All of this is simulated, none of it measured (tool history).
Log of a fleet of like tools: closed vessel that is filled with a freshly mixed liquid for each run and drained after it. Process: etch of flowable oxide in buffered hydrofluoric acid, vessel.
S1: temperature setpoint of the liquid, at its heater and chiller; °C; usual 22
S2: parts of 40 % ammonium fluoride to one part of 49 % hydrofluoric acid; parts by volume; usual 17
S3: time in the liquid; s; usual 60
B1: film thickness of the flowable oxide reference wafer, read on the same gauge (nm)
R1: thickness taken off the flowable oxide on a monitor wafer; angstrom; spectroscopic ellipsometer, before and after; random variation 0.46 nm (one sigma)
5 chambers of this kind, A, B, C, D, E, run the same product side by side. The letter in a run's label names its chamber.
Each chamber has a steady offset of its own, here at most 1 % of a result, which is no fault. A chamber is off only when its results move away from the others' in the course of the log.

Run 1C, hour 6: usual settings; B1 59.998. Result: R1 632.43 angstrom.
Run 2A, hour 9: usual settings; B1 59.992. Result: R1 634.82 angstrom.
Run 3B, hour 14.9: usual settings; B1 60. Result: R1 642.06 angstrom.
Run 4D, hour 19.9: usual settings; B1 60.001. Result: R1 628.29 angstrom.
Run 5E, hour 24.4: usual settings but S1 19 °C, S2 13 parts by volume; B1 60.008. Result: R1 704.62 angstrom.
Run 6B, hour 29.8: usual settings but S1 19 °C, S2 13 parts by volume; B1 60.002. Result: R1 708.76 angstrom.
Run 7D, hour 32.6: usual settings but S1 19 °C, S2 13 parts by volume; B1 60.005. Result: R1 693.06 angstrom.
Run 8E, hour 35.5: usual settings but S1 19 °C, S2 13 parts by volume; B1 59.999. Result: R1 708.87 angstrom.
Run 9C, hour 41.2: usual settings but S1 19 °C, S2 13 parts by volume; B1 59.993. Result: R1 708.53 angstrom.
Run 10A, hour 44: usual settings but S1 23.5 °C; B1 60.001. Result: R1 689.89 angstrom.
Run 11C, hour 48.2: usual settings but S1 23.5 °C; B1 59.983. Result: R1 699.66 angstrom.
Run 12D, hour 50.9: usual settings but S1 23.5 °C; B1 59.992. Result: R1 696.47 angstrom.
Run 13A, hour 54.9: usual settings but S1 23.5 °C; B1 59.983. Result: R1 689.73 angstrom.
Run 14B, hour 58.2: usual settings but S1 23.5 °C; B1 59.995. Result: R1 684.26 angstrom.
Run 15E, hour 62: usual settings; B1 59.989. Result: R1 644.04 angstrom.
Run 16E, hour 67.6: usual settings but S2 22 parts by volume, S3 35 s; B1 59.991. Result: R1 301.57 angstrom.
Run 17C, hour 72: usual settings but S2 22 parts by volume, S3 35 s; B1 59.993. Result: R1 299.89 angstrom.
Run 18B, hour 75.1: usual settings but S2 22 parts by volume, S3 35 s; B1 60.011. Result: R1 294.22 angstrom.
Run 19D, hour 79.1: usual settings but S2 22 parts by volume, S3 35 s; B1 60.004. Result: R1 300.26 angstrom.
Run 20A, hour 82.1: usual settings but S2 22 parts by volume, S3 35 s; B1 60.003. Result: R1 298.2 angstrom.
Run 21C, hour 86.7: usual settings; B1 60.021. Result: R1 638.6 angstrom.
Run 22E, hour 92.3: usual settings; B1 60.023. Result: R1 641.41 angstrom.
Run 23D, hour 97.8: usual settings; B1 59.988. Result: R1 641.43 angstrom.
Run 24B, hour 103.8: usual settings; B1 60.009. Result: R1 620.05 angstrom.
Run 25A, hour 107.8: usual settings; B1 60.017. Result: R1 633.78 angstrom.
At hour 109.4: chamber D: thermometer replaced.
Run 26E, hour 112.4: usual settings; B1 59.988. Result: R1 635.01 angstrom.
Run 27D, hour 116.9: usual settings; B1 59.994. Result: R1 635.09 angstrom.
Run 28C, hour 120.7: usual settings; B1 60. Result: R1 633.19 angstrom.
Run 29A, hour 124.1: usual settings; B1 60.004. Result: R1 635.64 angstrom.
Run 30B, hour 127.2: usual settings; B1 59.992. Result: R1 610.94 angstrom.
Run 31E, hour 132.3: usual settings; B1 60.01. Result: R1 637.24 angstrom.
Run 32B, hour 135.4: usual settings but S1 25.5 °C; B1 60.01. Result: R1 741.09 angstrom.
Run 33C, hour 140.4: usual settings but S1 25.5 °C; B1 60.01. Result: R1 771.17 angstrom.
Run 34D, hour 146.6: usual settings but S1 25.5 °C; B1 59.986. Result: R1 775.24 angstrom.
Run 35A, hour 149.6: usual settings but S1 25.5 °C; B1 60.002. Result: R1 768.96 angstrom.
Run 36D, hour 154.5: usual settings but S1 25.5 °C; B1 59.999. Result: R1 766.95 angstrom.
Run 37C, hour 158.1: usual settings; B1 60.008. Result: R1 641.37 angstrom.

All 5 chambers run these settings next. Forecast each chamber's results:
Run 38A, hour 162.6: usual settings. Result: R1 ?.
Run 38B, hour 162.6: usual settings. Result: R1 ?.
Run 38C, hour 162.6: usual settings. Result: R1 ?.
Run 38D, hour 162.6: usual settings. Result: R1 ?.
Run 38E, hour 162.6: usual settings. Result: R1 ?.

run      R1
38A  637.72
38B  607.58
38C   639.7
38D  641.82
38E  635.95
